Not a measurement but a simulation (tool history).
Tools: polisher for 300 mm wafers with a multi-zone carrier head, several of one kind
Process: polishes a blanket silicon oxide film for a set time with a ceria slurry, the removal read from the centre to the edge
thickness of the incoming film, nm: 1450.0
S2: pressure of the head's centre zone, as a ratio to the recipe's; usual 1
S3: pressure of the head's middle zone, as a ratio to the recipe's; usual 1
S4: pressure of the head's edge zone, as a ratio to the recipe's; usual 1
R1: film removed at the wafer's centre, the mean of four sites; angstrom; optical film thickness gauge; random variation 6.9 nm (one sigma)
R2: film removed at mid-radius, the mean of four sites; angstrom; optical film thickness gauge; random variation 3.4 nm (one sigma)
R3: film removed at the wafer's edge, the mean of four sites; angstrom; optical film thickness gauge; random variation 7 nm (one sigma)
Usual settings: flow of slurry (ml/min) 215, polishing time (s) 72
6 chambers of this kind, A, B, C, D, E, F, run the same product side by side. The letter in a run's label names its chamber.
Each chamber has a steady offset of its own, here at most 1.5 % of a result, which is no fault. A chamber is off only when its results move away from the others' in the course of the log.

{"day": 0.133, "done": "chamber B: worn pad replaced by a new one"}
{"day": 0.171, "done": "chamber D: slurry nozzle cleaned"}
{"run": "1F", "day": 0.262, "flow of slurry (ml/min)": 215, "S2": 1, "S3": 1, "S4": 1, "polishing time (s)": 72, "R1": 5715, "R2": 5541.8, "R3": 5555.8}
{"run": "2E", "day": 0.433, "flow of slurry (ml/min)": 215, "S2": 1, "S3": 1, "S4": 1, "polishing time (s)": 72, "R1": 5697.1, "R2": 5494.6, "R3": 5612.1}
{"run": "3A", "day": 0.788, "flow of slurry (ml/min)": 215, "S2": 1, "S3": 1, "S4": 1, "polishing time (s)": 72, "R1": 5394.6, "R2": 5633.6, "R3": 5541.6}
{"run": "4C", "day": 0.958, "flow of slurry (ml/min)": 215, "S2": 1, "S3": 1, "S4": 1, "polishing time (s)": 72, "R1": 5567.8, "R2": 5578.5, "R3": 5566.5}
{"run": "5D", "day": 1.121, "flow of slurry (ml/min)": 215, "S2": 1, "S3": 1, "S4": 1, "polishing time (s)": 72, "R1": 5529, "R2": 5587.7, "R3": 5622.2}
{"run": "6B", "day": 1.408, "flow of slurry (ml/min)": 215, "S2": 1, "S3": 1, "S4": 1, "polishing time (s)": 72, "R1": 5585.6, "R2": 5611.3, "R3": 5529.7}
{"day": 1.533, "done": "chamber C: worn pad replaced by a new one"}
{"day": 1.558, "done": "chamber D: worn pad replaced by a new one"}
{"run": "7E", "day": 1.625, "flow of slurry (ml/min)": 285, "S2": 1, "S3": 1, "S4": 0.93, "polishing time (s)": 72, "R1": 5792.9, "R2": 5704.2, "R3": 5518.9}
{"day": 1.692, "done": "chamber A: worn pad replaced by a new one"}
{"day": 1.704, "done": "chamber E: worn pad replaced by a new one"}
{"run": "8F", "day": 1.817, "flow of slurry (ml/min)": 285, "S2": 1, "S3": 1, "S4": 0.93, "polishing time (s)": 72, "R1": 5710.8, "R2": 5797.4, "R3": 5578.5}
{"run": "9B", "day": 2.029, "flow of slurry (ml/min)": 285, "S2": 1, "S3": 1, "S4": 0.93, "polishing time (s)": 72, "R1": 5612.5, "R2": 5695.6, "R3": 5420.6}
{"day": 2.033, "done": "chamber A: slurry nozzle cleaned"}
{"run": "10A", "day": 2.392, "flow of slurry (ml/min)": 285, "S2": 1, "S3": 1, "S4": 0.93, "polishing time (s)": 72, "R1": 5699.9, "R2": 5820.9, "R3": 5566.6}
{"run": "11C", "day": 2.75, "flow of slurry (ml/min)": 285, "S2": 1, "S3": 1, "S4": 0.93, "polishing time (s)": 72, "R1": 5780.3, "R2": 5812.7, "R3": 5701.2}
{"run": "12D", "day": 3.025, "flow of slurry (ml/min)": 285, "S2": 1, "S3": 1, "S4": 0.93, "polishing time (s)": 72, "R1": 5811.4, "R2": 5877, "R3": 5369.1}
{"run": "13B", "day": 3.188, "flow of slurry (ml/min)": 215, "S2": 1, "S3": 1, "S4": 1, "polishing time (s)": 72, "R1": 5540.8, "R2": 5525.5, "R3": 5503.4}
{"run": "14A", "day": 3.421, "flow of slurry (ml/min)": 215, "S2": 1, "S3": 1, "S4": 1, "polishing time (s)": 72, "R1": 5446.3, "R2": 5535.1, "R3": 5430.2}
{"day": 3.562, "done": "chamber F: worn pad replaced by a new one"}
{"day": 3.662, "done": "chamber C: worn pad replaced by a new one"}
{"run": "15E", "day": 3.683, "flow of slurry (ml/min)": 215, "S2": 1, "S3": 1, "S4": 1, "polishing time (s)": 72, "R1": 5514.5, "R2": 5497.8, "R3": 5617.5}
{"run": "16C", "day": 3.929, "flow of slurry (ml/min)": 215, "S2": 1, "S3": 0.89, "S4": 1, "polishing time (s)": 72, "R1": 5538.3, "R2": 4983.8, "R3": 5558.4}
{"run": "17F", "day": 4.104, "flow of slurry (ml/min)": 215, "S2": 1, "S3": 0.89, "S4": 1, "polishing time (s)": 72, "R1": 5555.9, "R2": 4973.6, "R3": 5564.3}
{"day": 4.2, "done": "chamber E: slurry nozzle cleaned"}
{"day": 4.271, "done": "chamber A: worn pad replaced by a new one"}
{"run": "18D", "day": 4.388, "flow of slurry (ml/min)": 215, "S2": 1, "S3": 0.89, "S4": 1, "polishing time (s)": 72, "R1": 5767.2, "R2": 4990, "R3": 5584.2}
{"run": "19E", "day": 4.633, "flow of slurry (ml/min)": 215, "S2": 1, "S3": 0.89, "S4": 1, "polishing time (s)": 72, "R1": 5548.7, "R2": 4997.4, "R3": 5741.7}
{"day": 4.875, "done": "chamber A: centre zone pressure recalibrated"}
{"run": "20C", "day": 4.958, "flow of slurry (ml/min)": 215, "S2": 1, "S3": 0.89, "S4": 1, "polishing time (s)": 72, "R1": 5687.1, "R2": 4991.2, "R3": 5479.9}
{"run": "21B", "day": 5.2, "flow of slurry (ml/min)": 215, "S2": 1, "S3": 0.89, "S4": 1, "polishing time (s)": 72, "R1": 5518.2, "R2": 4966.5, "R3": 5587.8}
{"run": "22D", "day": 5.404, "flow of slurry (ml/min)": 215, "S2": 1, "S3": 1, "S4": 1, "polishing time (s)": 72, "R1": 5660.6, "R2": 5580.8, "R3": 5543.4}
{"day": 5.538, "done": "chamber D: worn pad replaced by a new one"}
{"run": "23F", "day": 5.592, "flow of slurry (ml/min)": 215, "S2": 1, "S3": 1, "S4": 1, "polishing time (s)": 72, "R1": 5488.2, "R2": 5568.9, "R3": 5556}
{"day": 5.746, "done": "chamber C: worn pad replaced by a new one"}
{"run": "24A", "day": 5.788, "flow of slurry (ml/min)": 215, "S2": 1, "S3": 1, "S4": 1, "polishing time (s)": 72, "R1": 5642.8, "R2": 5585.8, "R3": 5680.2}
{"day": 6.071, "done": "chamber B: worn pad replaced by a new one"}
{"run": "25D", "day": 6.125, "flow of slurry (ml/min)": 215, "S2": 1, "S3": 1, "S4": 1, "polishing time (s)": 72, "R1": 5568.9, "R2": 5610, "R3": 5509}
{"run": "26F", "day": 6.45, "flow of slurry (ml/min)": 215, "S2": 1, "S3": 1.04, "S4": 0.9, "polishing time (s)": 72, "R1": 5521.9, "R2": 5789.3, "R3": 5196.8}
{"day": 6.608, "done": "chamber A: worn pad replaced by a new one"}
{"run": "27B", "day": 6.758, "flow of slurry (ml/min)": 215, "S2": 1, "S3": 1.04, "S4": 0.9, "polishing time (s)": 72, "R1": 5415, "R2": 5757.4, "R3": 5311.1}
{"run": "28A", "day": 7.067, "flow of slurry (ml/min)": 215, "S2": 1, "S3": 1.04, "S4": 0.9, "polishing time (s)": 72, "R1": 5673.4, "R2": 5739.2, "R3": 5305.8}
{"run": "29E", "day": 7.25, "flow of slurry (ml/min)": 215, "S2": 1, "S3": 1.04, "S4": 0.9, "polishing time (s)": 72, "R1": 5659.5, "R2": 5736.2, "R3": 5308.6}
{"day": 7.312, "done": "chamber E: worn pad replaced by a new one"}
{"run": "30C", "day": 7.567, "flow of slurry (ml/min)": 215, "S2": 1, "S3": 1.04, "S4": 0.9, "polishing time (s)": 72, "R1": 5712.3, "R2": 5814.1, "R3": 5416.4}
{"day": 7.854, "done": "chamber F: slurry nozzle cleaned"}
{"run": "31A", "day": 7.892, "flow of slurry (ml/min)": 215, "S2": 1, "S3": 1.04, "S4": 0.9, "polishing time (s)": 72, "R1": 5563.5, "R2": 5801.8, "R3": 5366.6}
{"day": 7.933, "done": "chamber C: worn pad replaced by a new one"}
{"run": "32E", "day": 8.167, "flow of slurry (ml/min)": 215, "S2": 1, "S3": 1, "S4": 1, "polishing time (s)": 72, "R1": 5623.5, "R2": 5472.1, "R3": 5669.5}
{"run": "33B", "day": 8.417, "flow of slurry (ml/min)": 215, "S2": 1, "S3": 1, "S4": 1, "polishing time (s)": 72, "R1": 5487.2, "R2": 5568.8, "R3": 5452.8}
{"day": 8.612, "done": "chamber F: worn pad replaced by a new one"}
{"run": "34D", "day": 8.729, "flow of slurry (ml/min)": 215, "S2": 1, "S3": 0.9, "S4": 1, "polishing time (s)": 92, "R1": 7140.3, "R2": 6563.8, "R3": 7031.2}
{"day": 8.817, "done": "chamber A: worn pad replaced by a new one"}
{"day": 8.896, "done": "chamber B: slurry nozzle cleaned"}
{"run": "35C", "day": 8.983, "flow of slurry (ml/min)": 215, "S2": 1, "S3": 0.9, "S4": 1, "polishing time (s)": 92, "R1": 7177.6, "R2": 6432.6, "R3": 7141.5}
{"run": "36F", "day": 9.2, "flow of slurry (ml/min)": 215, "S2": 1, "S3": 0.9, "S4": 1, "polishing time (s)": 92, "R1": 7124.5, "R2": 6440.9, "R3": 7188.7}
{"run": "37D", "day": 9.45, "flow of slurry (ml/min)": 215, "S2": 1, "S3": 0.9, "S4": 1, "polishing time (s)": 92, "R1": 7009.5, "R2": 6568.6, "R3": 7272.4}
{"run": "38F", "day": 9.658, "flow of slurry (ml/min)": 215, "S2": 1, "S3": 0.9, "S4": 1, "polishing time (s)": 92, "R1": 6943.3, "R2": 6485.8, "R3": 7075.8}
{"run": "39E", "day": 9.825, "flow of slurry (ml/min)": 215, "S2": 1, "S3": 0.9, "S4": 1, "polishing time (s)": 92, "R1": 7064.8, "R2": 6379.5, "R3": 7256.2}
{"run": "40B", "day": 10.062, "flow of slurry (ml/min)": 215, "S2": 1, "S3": 1, "S4": 1, "polishing time (s)": 72, "R1": 5501.4, "R2": 5550.2, "R3": 5588.2}
{"day": 10.104, "done": "chamber C: worn pad replaced by a new one"}
{"run": "41C", "day": 10.262, "flow of slurry (ml/min)": 215, "S2": 1, "S3": 1, "S4": 1, "polishing time (s)": 72, "R1": 5622.4, "R2": 5621.6, "R3": 5574}
{"run": "42A", "day": 10.588, "flow of slurry (ml/min)": 215, "S2": 1, "S3": 1, "S4": 1, "polishing time (s)": 72, "R1": 5505.7, "R2": 5597.1, "R3": 5625}
{"run": "43B", "day": 10.854, "flow of slurry (ml/min)": 215, "S2": 1, "S3": 1, "S4": 1, "polishing time (s)": 72, "R1": 5552.3, "R2": 5529.1, "R3": 5498.2}

All 6 chambers run these settings next. Forecast each chamber's results:
{"run": "44A", "day": 11.121, "flow of slurry (ml/min)": 215, "S2": 1, "S3": 1, "S4": 1, "polishing time (s)": 63, "R1": "?", "R2": "?", "R3": "?"}
{"run": "44B", "day": 11.121, "flow of slurry (ml/min)": 215, "S2": 1, "S3": 1, "S4": 1, "polishing time (s)": 63, "R1": "?", "R2": "?", "R3": "?"}
{"run": "44C", "day": 11.121, "flow of slurry (ml/min)": 215, "S2": 1, "S3": 1, "S4": 1, "polishing time (s)": 63, "R1": "?", "R2": "?", "R3": "?"}
{"run": "44D", "day": 11.121, "flow of slurry (ml/min)": 215, "S2": 1, "S3": 1, "S4": 1, "polishing time (s)": 63, "R1": "?", "R2": "?", "R3": "?"}
{"run": "44E", "day": 11.121, "flow of slurry (ml/min)": 215, "S2": 1, "S3": 1, "S4": 1, "polishing time (s)": 63, "R1": "?", "R2": "?", "R3": "?"}
{"run": "44F", "day": 11.121, "flow of slurry (ml/min)": 215, "S2": 1, "S3": 1, "S4": 1, "polishing time (s)": 63, "R1": "?", "R2": "?", "R3": "?"}

run=44A R1=4874.8 R2=4846.7 R3=4824.5
run=44B R1=4764.6 R2=4786.6 R3=4798.8
run=44C R1=4833.2 R2=4887.4 R3=4956.1
run=44D R1=4844.3 R2=4912.5 R3=4772.8
run=44E R1=4783.9 R2=4828.5 R3=4973.4
run=44F R1=4950.9 R2=4896.2 R3=4890
